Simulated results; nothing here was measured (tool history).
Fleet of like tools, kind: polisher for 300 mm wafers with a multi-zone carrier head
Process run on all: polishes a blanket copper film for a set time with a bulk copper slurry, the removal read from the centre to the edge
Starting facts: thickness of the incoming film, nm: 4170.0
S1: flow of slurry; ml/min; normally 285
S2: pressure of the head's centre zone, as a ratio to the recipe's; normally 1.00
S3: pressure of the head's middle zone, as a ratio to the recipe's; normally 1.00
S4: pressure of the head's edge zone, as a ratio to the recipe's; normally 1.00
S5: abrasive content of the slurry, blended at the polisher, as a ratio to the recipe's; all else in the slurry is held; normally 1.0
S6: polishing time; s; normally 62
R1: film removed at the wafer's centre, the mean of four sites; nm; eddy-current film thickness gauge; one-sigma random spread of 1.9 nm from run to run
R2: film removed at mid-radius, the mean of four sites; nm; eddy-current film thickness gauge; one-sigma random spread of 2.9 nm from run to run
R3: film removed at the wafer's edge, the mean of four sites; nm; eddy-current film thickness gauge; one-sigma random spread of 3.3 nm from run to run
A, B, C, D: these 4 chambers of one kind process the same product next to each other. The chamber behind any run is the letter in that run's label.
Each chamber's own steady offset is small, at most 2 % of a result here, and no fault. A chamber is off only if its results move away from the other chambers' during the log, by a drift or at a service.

run   hour   S1    S2    S3    S4   S5  S6      R1      R2      R3
 1A   12.7  285  1.00  1.00  1.00  1.0  62  309.09  307.34  304.72
      16.5  -- chamber C: worn pad replaced by a new one
      25.4  -- chamber B: worn pad replaced by a new one
 2C   28.4  285  1.00  1.00  1.00  1.0  62  297.21  303.33  301.43
 3B   37.4  285  1.00  1.00  1.00  1.0  62  308.23  302.90  302.59
 4D   45.1  285  1.00  1.00  1.00  1.0  62  311.78  303.12  302.96
      51.0  -- chamber A: worn pad replaced by a new one
      52.5  -- chamber A: edge zone pressure recalibrated
 5B   61.0  285  0.89  1.00  1.00  1.2  62  281.57  324.57  316.61
 6A   71.2  285  0.89  1.00  1.00  1.2  62  280.96  324.93  318.39
      72.5  -- chamber D: worn pad replaced by a new one
 7D   83.6  285  0.89  1.00  1.00  1.2  62  284.64  319.62  316.94
 8C   98.0  285  0.89  1.00  1.00  1.2  62  273.11  313.92  315.76
      99.7  -- chamber C: worn pad replaced by a new one
 9A  110.8  285  1.00  1.00  1.00  1.0  62  310.55  305.39  301.38
     112.8  -- chamber B: worn pad replaced by a new one
10B  118.4  285  1.00  1.00  1.00  1.0  62  306.73  307.51  308.33
11C  130.6  285  1.00  1.00  1.00  1.0  62  303.26  302.79  304.54
     145.4  -- chamber A: worn pad replaced by a new one
12D  146.9  285  1.00  1.00  1.00  1.0  62  311.86  307.34  302.53
     152.2  -- chamber D: worn pad replaced by a new one
13A  157.6  285  1.00  1.00  1.00  1.0  62  305.48  307.27  298.63
14C  165.7  285  0.93  0.91  1.00  1.0  62  279.39  278.47  309.08
15B  176.2  285  0.93  0.91  1.00  1.0  62  283.19  284.72  310.39
16D  187.7  285  0.93  0.91  1.00  1.0  62  283.40  281.29  304.15
     191.9  -- chamber C: worn pad replaced by a new one
17B  200.5  285  0.93  0.91  1.00  1.0  62  283.97  282.67  302.42
     201.8  -- chamber B: slurry nozzle cleaned
     205.7  -- chamber B: worn pad replaced by a new one
18A  215.1  285  1.00  1.00  1.00  1.0  62  305.16  302.55  297.77
19D  222.9  285  1.00  1.00  1.00  1.0  62  307.84  303.19  302.64
20C  235.6  285  1.00  1.00  1.00  1.0  62  300.76  304.68  306.42
     241.4  -- chamber D: centre zone pressure recalibrated
     246.1  -- chamber D: worn pad replaced by a new one
21C  246.1  285  1.00  1.00  1.00  1.0  62  300.64  301.63  305.12
22A  255.5  285  1.00  1.00  1.00  1.0  62  298.62  306.44  296.81
23B  262.5  285  0.90  1.00  1.00  1.0  79  348.35  392.98  395.91
     265.2  -- chamber A: worn pad replaced by a new one
     271.0  -- chamber C: worn pad replaced by a new one
24D  275.4  285  0.90  1.00  1.00  1.0  79  351.04  385.72  398.21
25A  289.8  285  0.90  1.00  1.00  1.0  79  340.03  382.61  382.61
     291.0  -- chamber B: worn pad replaced by a new one
26C  304.2  285  0.90  1.00  1.00  1.0  79  342.34  378.42  390.13
27D  313.4  285  1.00  1.00  1.00  1.0  62  304.43  304.92  305.28
28B  328.7  285  1.00  1.00  1.00  1.0  62  308.08  311.11  301.61
29A  342.9  285  1.00  1.00  1.00  1.0  62  292.49  293.76  290.62
     343.0  -- chamber D: worn pad replaced by a new one
30D  355.6  285  1.00  1.00  1.00  1.0  62  309.60  302.56  315.44
     358.2  -- chamber C: worn pad replaced by a new one
     360.0  -- chamber A: worn pad replaced by a new one
31C  367.5  285  1.00  1.00  1.11  1.0  62  302.66  300.38  328.90
32B  379.3  285  1.00  1.00  1.11  1.0  62  305.54  310.57  320.19
     391.0  -- chamber B: worn pad replaced by a new one
33D  394.0  285  1.00  1.00  1.11  1.0  62  304.81  308.89  322.54
34C  409.0  285  1.00  1.00  1.11  1.0  62  298.22  303.55  320.94
35B  416.6  285  1.00  1.00  1.00  1.0  62  307.34  307.79  311.06
     419.9  -- chamber C: centre zone pressure recalibrated
36A  432.6  285  1.00  1.00  1.00  1.0  62  288.38  282.76  294.94
     447.0  -- chamber C: edge zone pressure recalibrated
37C  448.0  285  1.00  1.00  1.00  1.0  62  300.39  298.51  302.99
38A  459.7  285  1.00  1.00  1.00  1.0  62  286.72  283.40  285.14

One chamber off, gauge drift, or nothing amiss beyond the chambers' own small offsets? If it is a chamber, which one, and what is the likeliest cause?

It is chamber A that slowly wanders off from its peers.
What lies behind it: slurry flow missing at the pad, % = 41.

Which of the 4 candidates below, each the usual settings with something changed and its results left as question marks, puts chamber A back in line with what the other chambers give on the usual settings?
Allowed miss from the other chambers' usual-settings mean, per result, to count as in line: R1 6.80 nm; R2 10.00 nm; R3 12.00 nm
39A-1  471.3  280  0.99  0.99  1.01  1.0  58   ?   ?   ?
39A-2  471.3  280  0.99  0.99  1.01  1.0  56   ?   ?   ?
39A-3  471.3  290  1.01  1.01  0.99  1.0  66   ?   ?   ?
39A-4  471.3  290  1.01  1.01  0.99  1.0  68   ?   ?   ?

What the other chambers average on the usual settings: R1 305.34 nm; R2 306.26 nm; R3 305.53 nm
  run      R1      R2      R3
39A-1  261.38  263.09  269.03
39A-2  252.37  254.02  259.75
39A-3  306.11  306.79  304.23
39A-4  315.39  316.08  313.45
Change 39A-3 lands the chamber within the allowed miss of the other chambers.
